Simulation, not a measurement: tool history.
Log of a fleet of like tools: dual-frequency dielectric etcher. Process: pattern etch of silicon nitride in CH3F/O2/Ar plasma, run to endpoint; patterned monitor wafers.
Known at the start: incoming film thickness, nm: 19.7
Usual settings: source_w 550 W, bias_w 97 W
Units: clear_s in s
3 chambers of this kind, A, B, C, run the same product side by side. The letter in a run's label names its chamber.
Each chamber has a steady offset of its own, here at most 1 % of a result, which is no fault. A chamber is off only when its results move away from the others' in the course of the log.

Run 1A, day 0.371: usual settings. Result: clear_s 22.727 s.
Run 2C, day 0.671: usual settings. Result: clear_s 22.794 s.
Run 3B, day 0.988: usual settings. Result: clear_s 22.885 s.
Run 4C, day 1.4: usual settings. Result: clear_s 22.698 s.
Run 5A, day 1.625: usual settings. Result: clear_s 22.775 s.
Run 6B, day 1.983: usual settings. Result: clear_s 23.035 s.
Run 7A, day 2.204: usual settings but bias_w 111 W. Result: clear_s 21.62 s.
Run 8B, day 2.529: usual settings but bias_w 111 W. Result: clear_s 21.813 s.
At day 2.592: chamber C: wet clean of the chamber.
Run 9C, day 2.908: usual settings but bias_w 111 W. Result: clear_s 21.729 s.
Run 10C, day 3.254: usual settings. Result: clear_s 22.585 s.
Run 11A, day 3.504: usual settings but source_w 410 W. Result: clear_s 25.331 s.
Run 12B, day 3.829: usual settings but source_w 410 W. Result: clear_s 25.607 s.
At day 3.838: chamber A: wet clean of the chamber.
Run 13C, day 4.021: usual settings but source_w 410 W. Result: clear_s 25.302 s.
Run 14A, day 4.392: usual settings. Result: clear_s 22.156 s.
Run 15B, day 4.608: usual settings. Result: clear_s 22.809 s.
Run 16B, day 4.942: usual settings. Result: clear_s 23.051 s.
Run 17C, day 5.171: usual settings but source_w 610 W, bias_w 117 W. Result: clear_s 20.47 s.
Run 18A, day 5.575: usual settings but source_w 610 W, bias_w 117 W. Result: clear_s 19.702 s.
Run 19A, day 5.779: usual settings but source_w 610 W, bias_w 117 W. Result: clear_s 19.8 s.
Run 20B, day 6.012: usual settings. Result: clear_s 22.858 s.
Run 21C, day 6.242: usual settings. Result: clear_s 22.688 s.
Run 22B, day 6.588: usual settings. Result: clear_s 23.054 s.
Run 23A, day 6.892: usual settings. Result: clear_s 22.144 s.
Run 24C, day 7.242: usual settings. Result: clear_s 22.709 s.
Run 25C, day 7.55: usual settings. Result: clear_s 22.586 s.
Run 26B, day 7.946: usual settings. Result: clear_s 23.008 s.
Run 27A, day 8.279: usual settings. Result: clear_s 22.253 s.
Run 28C, day 8.521: usual settings. Result: clear_s 22.68 s.
Run 29A, day 8.888: usual settings. Result: clear_s 21.923 s.
Run 30B, day 9.125: usual settings. Result: clear_s 22.943 s.
Run 31B, day 9.538: usual settings. Result: clear_s 23.126 s.
Run 32A, day 9.729: usual settings. Result: clear_s 22.062 s.

Next, every chamber runs the same settings. What will each give?
Run 33A, day 10.029: usual settings. Result: clear_s ?.
Run 33B, day 10.029: usual settings. Result: clear_s ?.
Run 33C, day 10.029: usual settings. Result: clear_s ?.

run  clear_s
33A   22.164
33B    22.95
33C   22.722
